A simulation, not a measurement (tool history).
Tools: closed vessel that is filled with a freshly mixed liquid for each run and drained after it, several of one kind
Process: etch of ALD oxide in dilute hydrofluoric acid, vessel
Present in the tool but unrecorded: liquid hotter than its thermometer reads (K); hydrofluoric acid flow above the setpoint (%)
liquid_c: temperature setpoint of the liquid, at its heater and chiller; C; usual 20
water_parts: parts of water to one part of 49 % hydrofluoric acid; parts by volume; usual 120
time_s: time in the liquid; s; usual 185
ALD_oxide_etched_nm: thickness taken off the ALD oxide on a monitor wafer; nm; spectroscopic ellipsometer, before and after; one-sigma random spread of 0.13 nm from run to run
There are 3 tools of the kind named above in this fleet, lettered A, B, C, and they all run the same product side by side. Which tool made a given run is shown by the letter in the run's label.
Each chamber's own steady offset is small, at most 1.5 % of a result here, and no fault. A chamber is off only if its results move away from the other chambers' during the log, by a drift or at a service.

run	day	liquid_c	water_parts	time_s	hours since the thermometer was replaced	hours since the hydrofluoric acid flow meter was replaced	read-back film thickness of the ALD oxide reference wafer, read on the same gauge (nm)	ALD_oxide_etched_nm
1C	0.333	20	120	185	883.6	310.2	89.988	13.708
2A	0.596	20	120	185	301.5	1163	90.019	13.717
3B	0.925	20	120	185	1133.7	438.1	90.029	13.602
4C	1.242	20	120	185	905.4	332	90.016	13.578
5A	1.625	20	120	185	326.2	1187.7	90.016	13.665
6B	1.892	20	120	185	1156.9	461.3	90.016	13.78
7B	2.212	20	120	185	1164.6	469	90.003	13.589
8A	2.562	20	120	185	348.7	1210.2	89.999	13.735
9C	2.825	20	120	185	943.4	370	89.994	14.08
10A	3.217	20	120	185	364.4	1225.9	89.967	13.733
11B	3.533	20	120	185	1196.3	500.7	90.02	13.649
12C	3.783	20	120	185	966.4	393	89.985	14.22
13A	4.183	20	120	185	387.6	1249.1	90.023	13.953
14C	4.55	20	120	185	984.8	411.4	89.982	14.358
15B	4.933	20	120	185	1229.9	534.3	90.012	13.518
16B	5.192	22.5	120	115	1236.1	540.5	90.025	9.3363
# day 5.383: chamber C: thermometer replaced
17A	5.625	22.5	120	115	422.2	1283.7	90.013	9.4362
18C	5.942	22.5	120	115	13.4	444.8	90.009	10.134
19A	6.229	20	120	185	436.7	1298.2	89.999	13.791
20C	6.55	17	120	185	28	459.4	90.044	13.177

What goes on in this fleet: one chamber off, a drifting gauge, or nothing beyond the chambers' own small offsets? Name the chamber and the cause, if any.

One chamber, C, drifts off from the rest bit by bit.
Most likely cause: hydrofluoric acid flow above the setpoint (%) = 9.49.

Which of the 4 candidates below, each the usual settings with something changed and its results left as question marks, puts chamber C back in line with what the other chambers give on the usual settings?
Maximum distance from the other chambers' mean on the usual settings for a result to count as in line: ALD_oxide_etched_nm 0.46 nm
21C-1	6.867	20	120	180				?
21C-2	6.867	20	115	195				?
21C-3	6.867	20	120	190				?
21C-4	6.867	20	125	175				?

On the usual settings, the other chambers give on average: ALD_oxide_etched_nm 13.686 nm
run	ALD_oxide_etched_nm
21C-1	14.547
21C-2	16.532
21C-3	15.356
21C-4	13.507
With 21C-4, the chamber falls back in line with the rest.
